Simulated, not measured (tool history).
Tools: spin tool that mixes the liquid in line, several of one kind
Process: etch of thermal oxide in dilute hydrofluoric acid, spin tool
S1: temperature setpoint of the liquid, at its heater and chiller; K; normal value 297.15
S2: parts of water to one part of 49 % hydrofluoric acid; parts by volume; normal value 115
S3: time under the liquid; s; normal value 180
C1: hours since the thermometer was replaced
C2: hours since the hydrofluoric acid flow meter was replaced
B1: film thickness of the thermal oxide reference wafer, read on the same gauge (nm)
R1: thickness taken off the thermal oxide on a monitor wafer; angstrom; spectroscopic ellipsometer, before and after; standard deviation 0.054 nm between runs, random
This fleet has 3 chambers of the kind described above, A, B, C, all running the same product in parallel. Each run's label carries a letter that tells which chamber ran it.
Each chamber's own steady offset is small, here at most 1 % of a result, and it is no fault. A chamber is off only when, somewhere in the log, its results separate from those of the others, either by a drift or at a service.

| run | hour | S1 | S2 | S3 | C1 | C2 | B1 | R1 |
|---|---|---|---|---|---|---|---|---|
| 1B | 8.9 | 297.15 | 115 | 180 | 123.0 | 432.5 | 49.969 | 71.051 |
| 2C | 17.6 | 297.15 | 115 | 180 | 1216.8 | 1412.0 | 49.997 | 70.583 |
| 3A | 31.0 | 297.15 | 115 | 180 | 2246.1 | 187.0 | 49.990 | 70.356 |
| 4A | 40.0 | 297.15 | 115 | 180 | 2255.1 | 196.0 | 49.968 | 71.293 |
| 5B | 54.9 | 297.15 | 115 | 180 | 169.0 | 478.5 | 50.017 | 71.942 |
| 6C | 64.5 | 297.15 | 115 | 180 | 1263.7 | 1458.9 | 50.023 | 69.659 |
| 7A | 71.5 | 297.15 | 55 | 280 | 2286.6 | 227.5 | 50.025 | 249.970 |
| 8B | 81.7 | 297.15 | 55 | 280 | 195.8 | 505.3 | 49.995 | 248.670 |
| 9C | 88.3 | 297.15 | 55 | 280 | 1287.5 | 1482.7 | 49.961 | 250.250 |
|  | 95.3 | chamber A: thermometer replaced |
| 10C | 100.0 | 297.15 | 115 | 180 | 1299.2 | 1494.4 | 49.996 | 70.205 |
| 11A | 108.7 | 297.15 | 115 | 180 | 13.5 | 264.7 | 50.024 | 70.841 |
| 12B | 115.5 | 297.15 | 115 | 180 | 229.6 | 539.1 | 50.037 | 70.563 |
| 13C | 129.2 | 297.15 | 95 | 180 | 1328.4 | 1523.6 | 49.994 | 87.284 |
| 14A | 138.2 | 297.15 | 95 | 180 | 43.0 | 294.2 | 50.006 | 88.598 |
| 15B | 147.1 | 297.15 | 95 | 180 | 261.2 | 570.7 | 50.008 | 87.562 |
| 16B | 159.4 | 297.15 | 115 | 180 | 273.5 | 583.0 | 49.995 | 69.782 |
| 17C | 174.4 | 297.15 | 115 | 180 | 1373.6 | 1568.8 | 50.011 | 71.435 |
| 18A | 183.6 | 297.15 | 115 | 180 | 88.4 | 339.6 | 49.983 | 71.744 |
| 19C | 195.4 | 294.15 | 80 | 180 | 1394.6 | 1589.8 | 50.020 | 95.393 |
| 20A | 204.7 | 294.15 | 80 | 180 | 109.5 | 360.7 | 49.996 | 94.532 |
| 21B | 216.5 | 294.15 | 80 | 180 | 330.6 | 640.1 | 49.981 | 91.729 |
| 22A | 225.2 | 297.15 | 115 | 180 | 130.0 | 381.2 | 50.009 | 70.929 |
| 23C | 235.8 | 297.15 | 165 | 260 | 1435.0 | 1630.2 | 49.947 | 66.674 |
| 24B | 247.8 | 297.15 | 165 | 260 | 361.9 | 671.4 | 50.032 | 64.217 |
| 25C | 258.3 | 297.15 | 165 | 260 | 1457.5 | 1652.7 | 50.028 | 66.271 |
| 26A | 269.4 | 297.15 | 115 | 180 | 174.2 | 425.4 | 49.998 | 70.649 |
| 27B | 276.3 | 297.15 | 115 | 180 | 390.4 | 699.9 | 49.994 | 68.302 |
| 28A | 284.1 | 297.15 | 115 | 180 | 188.9 | 440.1 | 49.978 | 70.326 |
| 29B | 297.7 | 297.15 | 115 | 180 | 411.8 | 721.3 | 50.013 | 67.702 |
| 30C | 308.0 | 297.15 | 115 | 180 | 1507.2 | 1702.4 | 50.006 | 69.780 |
| 31B | 321.5 | 293.15 | 115 | 145 | 435.6 | 745.1 | 49.993 | 46.738 |
| 32A | 330.0 | 293.15 | 115 | 145 | 234.8 | 486.0 | 49.971 | 49.058 |
| 33C | 337.8 | 293.15 | 115 | 145 | 1537.0 | 1732.2 | 50.034 | 48.148 |
| 34C | 347.8 | 297.15 | 115 | 180 | 1547.0 | 1742.2 | 49.971 | 70.445 |
| 35B | 359.4 | 297.15 | 65 | 85 | 473.5 | 783.0 | 50.009 | 60.183 |
| 36A | 371.3 | 297.15 | 65 | 85 | 276.1 | 527.3 | 50.000 | 63.844 |
| 37B | 383.6 | 297.15 | 65 | 85 | 497.7 | 807.2 | 49.976 | 60.223 |
| 38C | 398.4 | 297.15 | 115 | 180 | 1597.6 | 1792.8 | 49.994 | 70.038 |
| 39A | 408.3 | 297.15 | 115 | 180 | 313.1 | 564.3 | 49.994 | 70.318 |
| 40A | 416.4 | 297.15 | 115 | 180 | 321.2 | 572.4 | 49.997 | 70.534 |
| 41C | 425.9 | 297.15 | 115 | 180 | 1625.1 | 1820.3 | 50.017 | 69.996 |
| 42B | 440.9 | 297.15 | 115 | 180 | 555.0 | 864.5 | 50.001 | 66.128 |
| 43B | 453.1 | 297.15 | 115 | 180 | 567.2 | 876.7 | 49.976 | 66.014 |
| 44A | 466.8 | 297.15 | 115 | 245 | 371.6 | 622.8 | 50.003 | 96.356 |

Next, all 3 chambers run the settings below, one line each with question marks for the results. What does each chamber give?
| 45A | 477.8 | 297.15 | 85 | 180 |  |  |  | ? |
| 45B | 477.8 | 297.15 | 85 | 180 |  |  |  | ? |
| 45C | 477.8 | 297.15 | 85 | 180 |  |  |  | ? |

| run | R1 |
|---|---|
| 45A | 100.470 |
| 45B | 91.318 |
| 45C | 98.689 |

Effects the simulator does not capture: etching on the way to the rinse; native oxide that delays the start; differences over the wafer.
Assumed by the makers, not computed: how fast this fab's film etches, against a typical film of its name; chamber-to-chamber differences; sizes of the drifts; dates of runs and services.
